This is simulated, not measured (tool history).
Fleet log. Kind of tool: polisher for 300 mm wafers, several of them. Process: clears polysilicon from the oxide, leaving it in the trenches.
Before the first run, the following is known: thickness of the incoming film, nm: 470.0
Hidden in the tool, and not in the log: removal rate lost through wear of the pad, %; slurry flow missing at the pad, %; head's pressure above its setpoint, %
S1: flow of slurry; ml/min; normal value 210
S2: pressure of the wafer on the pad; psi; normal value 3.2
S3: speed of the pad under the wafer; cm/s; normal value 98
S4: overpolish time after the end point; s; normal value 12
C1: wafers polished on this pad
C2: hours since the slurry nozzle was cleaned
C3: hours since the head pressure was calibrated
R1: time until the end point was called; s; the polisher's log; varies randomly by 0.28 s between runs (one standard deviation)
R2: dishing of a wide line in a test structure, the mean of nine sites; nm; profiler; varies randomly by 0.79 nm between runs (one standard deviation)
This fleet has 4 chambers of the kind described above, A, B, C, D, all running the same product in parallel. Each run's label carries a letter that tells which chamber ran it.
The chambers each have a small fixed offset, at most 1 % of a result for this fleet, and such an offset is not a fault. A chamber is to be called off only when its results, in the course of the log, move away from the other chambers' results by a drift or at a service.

run,hour,S1,S2,S3,S4,C1,C2,C3,R1,R2
# hour 0.2: chamber A: worn pad replaced by a new one
# hour 5.7: chamber A: slurry nozzle cleaned
1C,13.1,210,3.2,98,12,989,27.4,1023.6,33.524,54.880
2B,22.4,210,3.2,98,12,977,91.3,340.2,33.550,54.571
# hour 27.8: chamber C: worn pad replaced by a new one
3A,32.3,210,3.2,98,12,494,26.6,1390.7,33.298,55.126
4D,41.6,210,3.2,98,12,818,254.9,60.3,33.732,54.870
# hour 48.8: chamber B: worn pad replaced by a new one
5D,49.6,210,3.2,98,12,942,262.9,68.3,33.368,53.437
6B,58.5,210,4.2,110,12,150,127.4,376.3,22.964,59.322
# hour 63.9: chamber D: worn pad replaced by a new one
7C,65.8,210,4.2,110,12,586,80.1,1076.3,22.880,58.058
# hour 66.7: chamber A: worn pad replaced by a new one
# hour 67.3: chamber A: head pressure recalibrated
8A,76.9,210,4.2,110,12,157,71.2,9.6,22.943,57.038
9B,87.3,210,4.2,110,12,593,156.2,405.1,22.948,56.340
# hour 89.9: chamber C: worn pad replaced by a new one
10D,102.2,210,3.2,98,12,590,315.5,120.9,33.700,53.623
11A,110.0,210,3.2,98,12,667,104.3,42.7,33.462,56.880
12C,124.2,210,3.2,98,12,529,138.5,1134.7,33.554,56.367
# hour 129.9: chamber A: worn pad replaced by a new one
# hour 132.4: chamber D: worn pad replaced by a new one
13A,135.5,210,4.1,98,12,86,129.8,68.2,26.129,55.689
14C,145.8,210,4.1,98,12,862,160.1,1156.3,26.205,55.444
# hour 148.5: chamber B: worn pad replaced by a new one
15D,158.5,210,4.1,98,12,402,371.8,177.2,26.294,54.635
16B,170.1,210,4.1,98,12,332,239.0,487.9,26.193,57.193
# hour 171.1: chamber C: worn pad replaced by a new one
17A,178.6,210,3.2,98,12,750,172.9,111.3,33.237,55.950
18C,193.8,210,3.2,98,12,350,208.1,1204.3,33.752,54.029
# hour 202.9: chamber D: worn pad replaced by a new one
# hour 206.5: chamber A: worn pad replaced by a new one
19B,209.3,210,3.2,98,12,936,278.2,527.1,33.678,54.908
20D,223.5,210,3.2,98,12,317,436.8,242.2,32.961,55.259
21C,237.5,210,3.2,98,12,1023,251.8,1248.0,33.641,54.451
22D,244.7,210,3.2,98,9,644,458.0,263.4,33.476,49.911
# hour 245.2: chamber B: worn pad replaced by a new one
# hour 248.4: chamber C: worn pad replaced by a new one
23B,259.2,210,3.2,98,9,216,328.1,577.0,33.715,49.873
# hour 272.0: chamber A: slurry nozzle cleaned
24A,274.2,210,3.2,98,9,1043,2.2,206.9,33.535,51.458
# hour 280.5: chamber D: worn pad replaced by a new one
# hour 282.6: chamber A: worn pad replaced by a new one
25C,285.9,210,3.2,98,9,577,300.2,1296.4,33.302,51.652
26A,301.1,210,3.2,98,12,285,29.1,233.8,33.993,54.380
27B,316.3,210,2.5,98,9,1096,385.2,634.1,43.110,47.011
28D,324.0,210,2.5,98,9,671,537.3,342.7,41.980,47.316
# hour 328.6: chamber C: worn pad replaced by a new one
29B,332.1,210,2.5,98,9,1339,401.0,649.9,42.910,46.979
30D,341.0,210,2.5,98,9,933,554.3,359.7,42.793,47.987
31A,354.7,210,3.2,98,12,1110,82.7,287.4,34.026,55.431
32C,363.8,210,3.2,98,12,543,378.1,1374.3,33.735,55.132

Which is it: a chamber that has drifted or been left off by a service, a gauge drift common to all chambers, or only each chamber's usual small offset? If a chamber is off, name it and its likeliest cause.

The fleet is healthy, with each chamber sitting at its usual small offset and no drift in the gauge.
